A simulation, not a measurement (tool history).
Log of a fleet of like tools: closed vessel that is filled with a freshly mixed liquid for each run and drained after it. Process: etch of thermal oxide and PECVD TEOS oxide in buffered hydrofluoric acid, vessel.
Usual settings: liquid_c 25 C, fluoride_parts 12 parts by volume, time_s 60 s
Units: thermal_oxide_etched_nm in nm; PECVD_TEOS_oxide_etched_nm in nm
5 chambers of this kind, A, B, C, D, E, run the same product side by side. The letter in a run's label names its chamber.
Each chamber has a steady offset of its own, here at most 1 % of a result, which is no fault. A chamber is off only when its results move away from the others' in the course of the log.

run,hour,liquid_c,fluoride_parts,time_s,"read-back film thickness of the thermal oxide reference wafer, read on the same gauge (nm)","read-back film thickness of the PECVD TEOS oxide reference wafer, read on the same gauge (nm)",thermal_oxide_etched_nm,PECVD_TEOS_oxide_etched_nm
1D,7,25,12,60,120.01,140.04,60.47,93.786
2C,13,25,12,60,119.99,139.98,60.374,94.654
3B,17.1,25,12,60,120.01,140.02,60.168,93.388
4E,24.7,25,12,60,120.01,140.01,60.286,93.024
5A,29,25,15,45,120.01,140.02,36.6,56.607
6C,36.2,25,15,45,119.99,139.98,36.6,56.668
7B,40.5,25,15,45,119.99,140.05,36.432,57.088
8A,45.7,25,15,45,120,140.01,36.927,55.866
9E,51.9,25,15,45,119.99,140.01,36.374,55.369
10D,59.5,25,12,60,120.01,140.01,60.411,94.2
11B,65.2,25,12,60,120,140.06,60.022,92.654
12A,73.1,25,12,60,120.02,140,60.777,93.55
13C,81.8,25,12,60,119.99,139.99,60.69,93.113
14D,90.5,25,12,60,120.02,139.99,59.87,93.323
# hour 91: chamber C: hydrofluoric acid flow meter replaced
15E,96.1,25,12,60,120,139.93,59.995,91.944
16B,102.1,20.5,12,35,119.99,140.03,27.342,42.433
17C,106.8,20.5,12,35,120.01,140.02,27.733,42.909
18E,114.8,20.5,12,35,119.99,140.03,27.438,42.395
19A,123.5,20.5,12,35,119.99,140.02,27.66,42.404
20D,130,20.5,12,35,119.99,139.98,27.419,42.602
21B,136.9,28.5,10.5,60,120,140.04,82.82,127.6
22C,144.1,28.5,10.5,60,120,139.98,83.549,128.87
23A,148.1,28.5,10.5,60,120,140.02,84.398,128.52
24D,153.5,28.5,10.5,60,120,139.98,82.419,128.53
# hour 154.9: chamber D: hydrofluoric acid flow meter replaced
25E,159.6,28.5,10.5,60,120.02,140,83.027,127.41
26D,165.8,25,12,60,120,140.02,60.432,93.693
27B,172.6,25,12,60,120,139.98,59.581,93.309
28E,180.7,25,12,60,120,140,60.239,92.436
29C,187.2,23,12,90,120.01,139.98,81.626,126.69
30A,193.4,23,12,90,119.99,139.99,81.61,124.92
# hour 199.9: chamber A: hydrofluoric acid flow meter replaced
31C,201.2,23,12,90,119.99,140.01,81.774,126.9
32D,206.9,23,12,90,119.99,140.02,81.117,126.11
33A,215.2,23,12,90,120,139.97,82.205,126.09
34B,222.2,25,12,60,119.99,139.98,60.048,92.945
35E,226.3,22.5,12,35,119.98,139.98,30.592,47.301

What goes on in this fleet: one chamber off, a drifting gauge, or nothing beyond the chambers' own small offsets? Name the chamber and the cause, if any.

No chamber stands off beyond its own small offset, and the gauge holds steady.
